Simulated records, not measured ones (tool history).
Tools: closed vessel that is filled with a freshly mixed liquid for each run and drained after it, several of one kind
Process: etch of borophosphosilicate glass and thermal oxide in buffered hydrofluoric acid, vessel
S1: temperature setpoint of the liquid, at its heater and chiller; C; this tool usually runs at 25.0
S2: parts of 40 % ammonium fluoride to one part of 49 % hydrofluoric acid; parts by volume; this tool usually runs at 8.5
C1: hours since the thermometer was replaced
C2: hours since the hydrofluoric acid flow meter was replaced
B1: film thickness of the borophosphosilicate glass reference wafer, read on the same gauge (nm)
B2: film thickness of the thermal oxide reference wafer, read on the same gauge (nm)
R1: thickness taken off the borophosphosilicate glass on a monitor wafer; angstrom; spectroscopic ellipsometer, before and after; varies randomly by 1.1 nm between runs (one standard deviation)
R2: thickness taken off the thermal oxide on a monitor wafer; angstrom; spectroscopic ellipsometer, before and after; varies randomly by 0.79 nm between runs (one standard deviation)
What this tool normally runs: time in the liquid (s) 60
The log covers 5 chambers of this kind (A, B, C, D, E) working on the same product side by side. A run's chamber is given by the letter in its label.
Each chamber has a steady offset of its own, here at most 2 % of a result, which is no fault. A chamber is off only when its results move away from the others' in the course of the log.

Run 1C, hour 6.3: usual settings; C1 55.6; C2 460.7; B1 140.01; B2 139.99. Result: R1 1389.2 angstrom, R2 808.54 angstrom.
Run 2A, hour 11.0: usual settings; C1 206.9; C2 979.5; B1 140.00; B2 139.98. Result: R1 1377.7 angstrom, R2 838.21 angstrom.
Run 3E, hour 18.3: usual settings; C1 920.5; C2 513.5; B1 139.98; B2 139.99. Result: R1 1379.4 angstrom, R2 823.09 angstrom.
Run 4D, hour 25.6: usual settings; C1 940.3; C2 1264.8; B1 139.98; B2 140.05. Result: R1 1350.3 angstrom, R2 829.38 angstrom.
Run 5B, hour 29.9: usual settings; C1 325.9; C2 223.9; B1 139.98; B2 139.96. Result: R1 1387.1 angstrom, R2 828.25 angstrom.
Run 6E, hour 36.9: usual settings; C1 939.1; C2 532.1; B1 140.01; B2 139.99. Result: R1 1391.1 angstrom, R2 810.27 angstrom.
Run 7A, hour 40.7: usual settings; C1 236.6; C2 1009.2; B1 140.04; B2 140.00. Result: R1 1380.7 angstrom, R2 826.99 angstrom.
Run 8B, hour 46.2: usual settings; C1 342.2; C2 240.2; B1 139.99; B2 140.04. Result: R1 1383.8 angstrom, R2 832.43 angstrom.
Run 9C, hour 50.2: usual settings; C1 99.5; C2 504.6; B1 140.01; B2 139.98. Result: R1 1388.1 angstrom, R2 815.44 angstrom.
Run 10D, hour 56.6: usual settings; C1 971.3; C2 1295.8; B1 139.97; B2 140.03. Result: R1 1357.5 angstrom, R2 827.84 angstrom.
Run 11E, hour 64.2: usual settings; C1 966.4; C2 559.4; B1 139.98; B2 140.00. Result: R1 1372.3 angstrom, R2 823.34 angstrom.
Run 12B, hour 70.7: usual settings; C1 366.7; C2 264.7; B1 140.00; B2 140.02. Result: R1 1382.3 angstrom, R2 834.69 angstrom.
Run 13D, hour 77.6: usual settings; C1 992.3; C2 1316.8; B1 139.97; B2 139.98. Result: R1 1368.0 angstrom, R2 831.96 angstrom.
At hour 78.2: chamber C: hydrofluoric acid flow meter replaced.
Run 14C, hour 81.0: usual settings; C1 130.3; C2 2.8; B1 140.00; B2 139.99. Result: R1 1384.1 angstrom, R2 809.78 angstrom.
Run 15A, hour 84.9: usual settings; C1 280.8; C2 1053.4; B1 139.99; B2 140.00. Result: R1 1369.8 angstrom, R2 833.40 angstrom.
Run 16A, hour 88.5: usual settings but S1 27.5 C; C1 284.4; C2 1057.0; B1 139.99; B2 139.97. Result: R1 1581.2 angstrom, R2 940.88 angstrom.
Run 17D, hour 95.5: usual settings but S1 27.5 C; C1 1010.2; C2 1334.7; B1 140.02; B2 140.01. Result: R1 1581.3 angstrom, R2 951.39 angstrom.
Run 18B, hour 102.8: usual settings but S1 27.5 C; C1 398.8; C2 296.8; B1 139.99; B2 140.00. Result: R1 1573.9 angstrom, R2 943.95 angstrom.
Run 19C, hour 107.5: usual settings but S1 27.5 C; C1 156.8; C2 29.3; B1 140.00; B2 139.98. Result: R1 1565.4 angstrom, R2 936.32 angstrom.
Run 20E, hour 112.1: usual settings but S1 27.5 C; C1 1014.3; C2 607.3; B1 140.01; B2 140.02. Result: R1 1588.7 angstrom, R2 954.09 angstrom.
Run 21C, hour 118.4: usual settings but S2 11.5 parts by volume; C1 167.7; C2 40.2; B1 140.00; B2 139.97. Result: R1 1068.6 angstrom, R2 610.18 angstrom.
Run 22D, hour 125.3: usual settings but S2 11.5 parts by volume; C1 1040.0; C2 1364.5; B1 140.02; B2 140.03. Result: R1 1030.1 angstrom, R2 638.61 angstrom.
Run 23B, hour 129.9: usual settings but S2 11.5 parts by volume; C1 425.9; C2 323.9; B1 140.02; B2 140.00. Result: R1 1062.0 angstrom, R2 634.90 angstrom.
Run 24E, hour 135.3: usual settings but S2 11.5 parts by volume; C1 1037.5; C2 630.5; B1 140.00; B2 140.03. Result: R1 1058.1 angstrom, R2 635.19 angstrom.
Run 25A, hour 140.1: usual settings but S2 11.5 parts by volume; C1 336.0; C2 1108.6; B1 139.98; B2 139.98. Result: R1 1061.7 angstrom, R2 649.47 angstrom.
Run 26E, hour 145.5: usual settings; C1 1047.7; C2 640.7; B1 139.99; B2 139.97. Result: R1 1378.6 angstrom, R2 812.76 angstrom.
Run 27C, hour 150.0: usual settings; C1 199.3; C2 71.8; B1 140.01; B2 140.00. Result: R1 1371.5 angstrom, R2 818.11 angstrom.
Run 28A, hour 156.8: usual settings; C1 352.7; C2 1125.3; B1 139.99; B2 139.99. Result: R1 1367.2 angstrom, R2 823.91 angstrom.
Run 29D, hour 164.3: usual settings; C1 1079.0; C2 1403.5; B1 139.99; B2 139.94. Result: R1 1374.4 angstrom, R2 837.09 angstrom.
Run 30B, hour 168.7: usual settings; C1 464.7; C2 362.7; B1 140.00; B2 140.00. Result: R1 1377.2 angstrom, R2 846.35 angstrom.
Run 31B, hour 176.0: usual settings; C1 472.0; C2 370.0; B1 140.02; B2 140.00. Result: R1 1388.6 angstrom, R2 823.72 angstrom.
Run 32A, hour 183.0: usual settings; C1 378.9; C2 1151.5; B1 139.98; B2 140.02. Result: R1 1373.1 angstrom, R2 823.97 angstrom.
Run 33C, hour 186.5: usual settings; C1 235.8; C2 108.3; B1 140.01; B2 140.02. Result: R1 1360.1 angstrom, R2 813.04 angstrom.
Run 34D, hour 192.6: usual settings; C1 1107.3; C2 1431.8; B1 140.00; B2 140.01. Result: R1 1369.2 angstrom, R2 817.23 angstrom.
Run 35E, hour 199.1: usual settings; C1 1101.3; C2 694.3; B1 139.98; B2 139.98. Result: R1 1374.2 angstrom, R2 820.68 angstrom.
Run 36C, hour 203.6: usual settings; C1 252.9; C2 125.4; B1 140.00; B2 140.02. Result: R1 1378.7 angstrom, R2 817.57 angstrom.
Run 37A, hour 207.1: usual settings but S1 26.5 C, time in the liquid (s) 90; C1 403.0; C2 1175.6; B1 140.01; B2 140.01. Result: R1 2258.9 angstrom, R2 1368.50 angstrom.
Run 38E, hour 210.7: usual settings but S1 26.5 C, time in the liquid (s) 90; C1 1112.9; C2 705.9; B1 140.00; B2 139.99. Result: R1 2238.3 angstrom, R2 1350.40 angstrom.
Run 39D, hour 216.6: usual settings but S1 26.5 C, time in the liquid (s) 90; C1 1131.3; C2 1455.8; B1 140.02; B2 139.99. Result: R1 2256.5 angstrom, R2 1329.80 angstrom.
Run 40B, hour 223.5: usual settings but S1 26.5 C, time in the liquid (s) 90; C1 519.5; C2 417.5; B1 140.01; B2 139.96. Result: R1 2232.4 angstrom, R2 1361.00 angstrom.
Run 41E, hour 226.9: usual settings but S1 26.5 C, time in the liquid (s) 90; C1 1129.1; C2 722.1; B1 139.99; B2 140.01. Result: R1 2245.3 angstrom, R2 1344.30 angstrom.
Run 42C, hour 230.2: usual settings; C1 279.5; C2 152.0; B1 140.01; B2 140.04. Result: R1 1358.5 angstrom, R2 818.91 angstrom.

For the next run the whole fleet of 5 chambers uses the same settings. Give each chamber's results:
Run 43A, hour 235.8: usual settings. Result: R1 ?, R2 ?.
Run 43B, hour 235.8: usual settings. Result: R1 ?, R2 ?.
Run 43C, hour 235.8: usual settings. Result: R1 ?, R2 ?.
Run 43D, hour 235.8: usual settings. Result: R1 ?, R2 ?.
Run 43E, hour 235.8: usual settings. Result: R1 ?, R2 ?.

run      R1      R2
43A  1371.4  840.23
43B  1370.1  836.40
43C  1381.4  818.51
43D  1370.4  836.89
43E  1388.5  828.21
